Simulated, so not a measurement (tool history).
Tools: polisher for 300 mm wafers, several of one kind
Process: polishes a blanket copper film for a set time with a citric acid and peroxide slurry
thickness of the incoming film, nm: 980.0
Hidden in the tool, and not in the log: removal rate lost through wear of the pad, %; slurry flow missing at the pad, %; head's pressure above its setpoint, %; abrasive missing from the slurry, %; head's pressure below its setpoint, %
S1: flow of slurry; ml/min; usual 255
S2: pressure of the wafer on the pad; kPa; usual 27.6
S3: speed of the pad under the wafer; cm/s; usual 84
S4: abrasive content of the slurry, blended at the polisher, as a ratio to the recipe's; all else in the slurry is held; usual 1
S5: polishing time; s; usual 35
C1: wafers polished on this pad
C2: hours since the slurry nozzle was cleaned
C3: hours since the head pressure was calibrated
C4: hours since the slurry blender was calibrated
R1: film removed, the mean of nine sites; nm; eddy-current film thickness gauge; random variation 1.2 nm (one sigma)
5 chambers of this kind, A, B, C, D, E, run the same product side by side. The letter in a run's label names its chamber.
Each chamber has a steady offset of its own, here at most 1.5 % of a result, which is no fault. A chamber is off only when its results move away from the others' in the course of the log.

{"day": 0.404, "done": "chamber C: slurry blender recalibrated"}
{"run": "1A", "day": 0.55, "S1": 255, "S2": 27.6, "S3": 84, "S4": 1, "S5": 35, "C1": 464, "C2": 93.9, "C3": 519, "C4": 102, "R1": 94.283}
{"run": "2B", "day": 0.942, "S1": 255, "S2": 27.6, "S3": 84, "S4": 1, "S5": 35, "C1": 852, "C2": 185.8, "C3": 522.2, "C4": 529.7, "R1": 95.299}
{"day": 1.029, "done": "chamber E: slurry nozzle cleaned"}
{"day": 1.229, "done": "chamber B: worn pad replaced by a new one"}
{"day": 1.392, "done": "chamber E: worn pad replaced by a new one"}
{"run": "3C", "day": 1.479, "S1": 255, "S2": 27.6, "S3": 84, "S4": 1, "S5": 35, "C1": 537, "C2": 300.8, "C3": 1380.9, "C4": 25.9, "R1": 92.325}
{"run": "4D", "day": 1.9, "S1": 255, "S2": 27.6, "S3": 84, "S4": 1, "S5": 35, "C1": 524, "C2": 158.6, "C3": 60.6, "C4": 146.5, "R1": 96.059}
{"day": 1.904, "done": "chamber B: slurry blender recalibrated"}
{"run": "5E", "day": 2.279, "S1": 255, "S2": 27.6, "S3": 84, "S4": 1, "S5": 35, "C1": 177, "C2": 30, "C3": 159.9, "C4": 418.6, "R1": 93.522}
{"day": 2.317, "done": "chamber E: slurry blender recalibrated"}
{"day": 2.354, "done": "chamber D: slurry blender recalibrated"}
{"day": 2.571, "done": "chamber A: worn pad replaced by a new one"}
{"run": "6C", "day": 2.65, "S1": 255, "S2": 27.6, "S3": 84, "S4": 1, "S5": 35, "C1": 770, "C2": 328.9, "C3": 1409, "C4": 54, "R1": 96.783}
{"run": "7D", "day": 3.017, "S1": 175, "S2": 27.6, "S3": 84, "S4": 1.15, "S5": 35, "C1": 746, "C2": 185.4, "C3": 87.4, "C4": 16, "R1": 91.726}
{"day": 3.138, "done": "chamber A: slurry blender recalibrated"}
{"run": "8E", "day": 3.35, "S1": 175, "S2": 27.6, "S3": 84, "S4": 1.15, "S5": 35, "C1": 390, "C2": 55.7, "C3": 185.6, "C4": 24.8, "R1": 93.535}
{"run": "9A", "day": 3.742, "S1": 175, "S2": 27.6, "S3": 84, "S4": 1.15, "S5": 35, "C1": 233, "C2": 170.5, "C3": 595.6, "C4": 14.5, "R1": 91.89}
{"run": "10B", "day": 4.254, "S1": 175, "S2": 27.6, "S3": 84, "S4": 1.15, "S5": 35, "C1": 602, "C2": 265.3, "C3": 601.7, "C4": 56.5, "R1": 93.351}
{"day": 4.338, "done": "chamber D: worn pad replaced by a new one"}
{"run": "11B", "day": 4.858, "S1": 175, "S2": 27.6, "S3": 84, "S4": 1.15, "S5": 35, "C1": 723, "C2": 279.8, "C3": 616.2, "C4": 71, "R1": 91.505}
{"day": 5.217, "done": "chamber C: slurry nozzle cleaned"}
{"day": 5.267, "done": "chamber C: worn pad replaced by a new one"}
{"run": "12C", "day": 5.354, "S1": 255, "S2": 27.6, "S3": 100, "S4": 1.15, "S5": 35, "C1": 18, "C2": 3.3, "C3": 1473.9, "C4": 118.9, "R1": 114.77}
{"run": "13E", "day": 5.912, "S1": 255, "S2": 27.6, "S3": 100, "S4": 1.15, "S5": 35, "C1": 900, "C2": 117.2, "C3": 247.1, "C4": 86.3, "R1": 115.52}
{"day": 6.188, "done": "chamber B: worn pad replaced by a new one"}
{"run": "14A", "day": 6.479, "S1": 255, "S2": 27.6, "S3": 100, "S4": 1.15, "S5": 35, "C1": 778, "C2": 236.2, "C3": 661.3, "C4": 80.2, "R1": 115.95}
{"run": "15D", "day": 6.904, "S1": 255, "S2": 27.6, "S3": 100, "S4": 1.15, "S5": 35, "C1": 511, "C2": 278.7, "C3": 180.7, "C4": 109.3, "R1": 116.26}
{"day": 7.225, "done": "chamber A: head pressure recalibrated"}
{"run": "16E", "day": 7.296, "S1": 255, "S2": 27.6, "S3": 100, "S4": 1.15, "S5": 35, "C1": 1175, "C2": 150.4, "C3": 280.3, "C4": 119.5, "R1": 115.48}
{"day": 7.65, "done": "chamber E: worn pad replaced by a new one"}
{"run": "17B", "day": 7.775, "S1": 255, "S2": 27.6, "S3": 84, "S4": 1, "S5": 35, "C1": 316, "C2": 349.8, "C3": 686.2, "C4": 141, "R1": 91.911}
{"day": 7.879, "done": "chamber A: worn pad replaced by a new one"}
{"run": "18D", "day": 8.312, "S1": 255, "S2": 27.6, "S3": 84, "S4": 1, "S5": 35, "C1": 791, "C2": 312.5, "C3": 214.5, "C4": 143.1, "R1": 91.927}
{"day": 8.588, "done": "chamber B: slurry nozzle cleaned"}
{"run": "19C", "day": 8.721, "S1": 255, "S2": 27.6, "S3": 84, "S4": 1, "S5": 35, "C1": 688, "C2": 84.1, "C3": 1554.7, "C4": 199.7, "R1": 95.642}
{"day": 8.946, "done": "chamber B: head pressure recalibrated"}
{"day": 9.229, "done": "chamber D: slurry blender recalibrated"}
{"run": "20A", "day": 9.346, "S1": 255, "S2": 27.6, "S3": 84, "S4": 1, "S5": 35, "C1": 292, "C2": 305, "C3": 50.9, "C4": 149, "R1": 93.854}
{"run": "21A", "day": 9.862, "S1": 255, "S2": 27.6, "S3": 84, "S4": 1, "S5": 35, "C1": 395, "C2": 317.4, "C3": 63.3, "C4": 161.4, "R1": 93.255}
{"day": 9.979, "done": "chamber A: slurry blender recalibrated"}
{"day": 10.033, "done": "chamber D: worn pad replaced by a new one"}
{"run": "22D", "day": 10.3, "S1": 255, "S2": 27.6, "S3": 84, "S4": 1, "S5": 35, "C1": 53, "C2": 360.2, "C3": 262.2, "C4": 25.7, "R1": 94.656}
{"day": 10.467, "done": "chamber C: head pressure recalibrated"}
{"day": 10.675, "done": "chamber C: worn pad replaced by a new one"}
{"run": "23E", "day": 10.712, "S1": 255, "S2": 27.6, "S3": 84, "S4": 1, "S5": 35, "C1": 609, "C2": 232.4, "C3": 362.3, "C4": 201.5, "R1": 94.729}
{"run": "24C", "day": 11.188, "S1": 255, "S2": 31.7, "S3": 84, "S4": 1, "S5": 44, "C1": 102, "C2": 143.3, "C3": 17.3, "C4": 258.9, "R1": 138.33}
{"day": 11.358, "done": "chamber B: worn pad replaced by a new one"}
{"run": "25B", "day": 11.704, "S1": 255, "S2": 31.7, "S3": 84, "S4": 1, "S5": 44, "C1": 69, "C2": 74.9, "C3": 66.2, "C4": 235.3, "R1": 129.15}
{"run": "26C", "day": 12.233, "S1": 255, "S2": 31.7, "S3": 84, "S4": 1, "S5": 44, "C1": 310, "C2": 168.4, "C3": 42.4, "C4": 284, "R1": 138.29}
{"run": "27D", "day": 12.512, "S1": 255, "S2": 31.7, "S3": 84, "S4": 1, "S5": 44, "C1": 494, "C2": 413.3, "C3": 315.3, "C4": 78.8, "R1": 138.85}
{"day": 12.9, "done": "chamber A: worn pad replaced by a new one"}
{"run": "28E", "day": 13.062, "S1": 255, "S2": 31.7, "S3": 84, "S4": 1, "S5": 44, "C1": 1077, "C2": 288.8, "C3": 418.7, "C4": 257.9, "R1": 136.37}
{"run": "29A", "day": 13.483, "S1": 255, "S2": 27.6, "S3": 84, "S4": 1, "S5": 35, "C1": 116, "C2": 404.3, "C3": 150.2, "C4": 84.1, "R1": 94.31}
{"run": "30B", "day": 13.871, "S1": 255, "S2": 27.6, "S3": 84, "S4": 1, "S5": 35, "C1": 500, "C2": 126.9, "C3": 118.2, "C4": 287.3, "R1": 89.131}
{"day": 14.054, "done": "chamber E: worn pad replaced by a new one"}
{"day": 14.208, "done": "chamber E: head pressure recalibrated"}
{"run": "31E", "day": 14.471, "S1": 255, "S2": 27.6, "S3": 84, "S4": 1, "S5": 35, "C1": 83, "C2": 322.6, "C3": 6.4, "C4": 291.7, "R1": 93.91}
{"run": "32D", "day": 14.912, "S1": 255, "S2": 27.6, "S3": 84, "S4": 1, "S5": 35, "C1": 971, "C2": 470.9, "C3": 372.9, "C4": 136.4, "R1": 93.627}
{"day": 15.183, "done": "chamber D: worn pad replaced by a new one"}
{"day": 15.479, "done": "chamber A: slurry blender recalibrated"}
{"run": "33B", "day": 15.496, "S1": 255, "S2": 27.6, "S3": 84, "S4": 1, "S5": 35, "C1": 824, "C2": 165.9, "C3": 157.2, "C4": 326.3, "R1": 88.233}
{"day": 15.854, "done": "chamber E: slurry blender recalibrated"}
{"run": "34A", "day": 15.867, "S1": 255, "S2": 27.6, "S3": 84, "S4": 1, "S5": 35, "C1": 591, "C2": 461.5, "C3": 207.4, "C4": 9.4, "R1": 94.927}
{"run": "35C", "day": 16.45, "S1": 255, "S2": 27.6, "S3": 84, "S4": 1, "S5": 35, "C1": 1149, "C2": 269.6, "C3": 143.6, "C4": 385.2, "R1": 95.469}
{"day": 16.871, "done": "chamber D: slurry blender recalibrated"}
{"run": "36C", "day": 16.967, "S1": 255, "S2": 27.6, "S3": 84, "S4": 1, "S5": 35, "C1": 1252, "C2": 282, "C3": 156, "C4": 397.6, "R1": 96.83}
{"run": "37D", "day": 17.517, "S1": 255, "S2": 27.6, "S3": 84, "S4": 1, "S5": 35, "C1": 464, "C2": 533.4, "C3": 435.4, "C4": 15.5, "R1": 92.751}
{"run": "38E", "day": 17.896, "S1": 255, "S2": 27.6, "S3": 84, "S4": 1, "S5": 35, "C1": 764, "C2": 404.8, "C3": 88.6, "C4": 49, "R1": 93.188}

What goes on in this fleet: one chamber off, a drifting gauge, or nothing beyond the chambers' own small offsets? Name the chamber and the cause, if any.

A service left chamber B off against the others.
Cause: head's pressure below its setpoint, % = 6.66.

Here are 4 candidates for chamber B's next run, each the usual settings with a change, their results left as question marks. Which one brings its results back in line with what the others give on the usual settings?
In line means no further than this from the other chambers' mean on the usual settings: R1 4.1 nm
{"run": "39B-1", "day": 18.35, "S1": 255, "S2": 27.6, "S3": 90, "S4": 1, "S5": 38, "R1": "?"}
{"run": "39B-2", "day": 18.35, "S1": 255, "S2": 23.4, "S3": 84, "S4": 1, "S5": 35, "R1": "?"}
{"run": "39B-3", "day": 18.35, "S1": 255, "S2": 28.3, "S3": 86, "S4": 1, "S5": 36, "R1": "?"}
{"run": "39B-4", "day": 18.35, "S1": 255, "S2": 27.6, "S3": 78, "S4": 1, "S5": 35, "R1": "?"}

The other chambers' mean on the usual settings: R1 94.352 nm
run=39B-1 R1=102.72
run=39B-2 R1=75.61
run=39B-3 R1=95.292
run=39B-4 R1=82.17
39B-3 brings the chamber back in line.
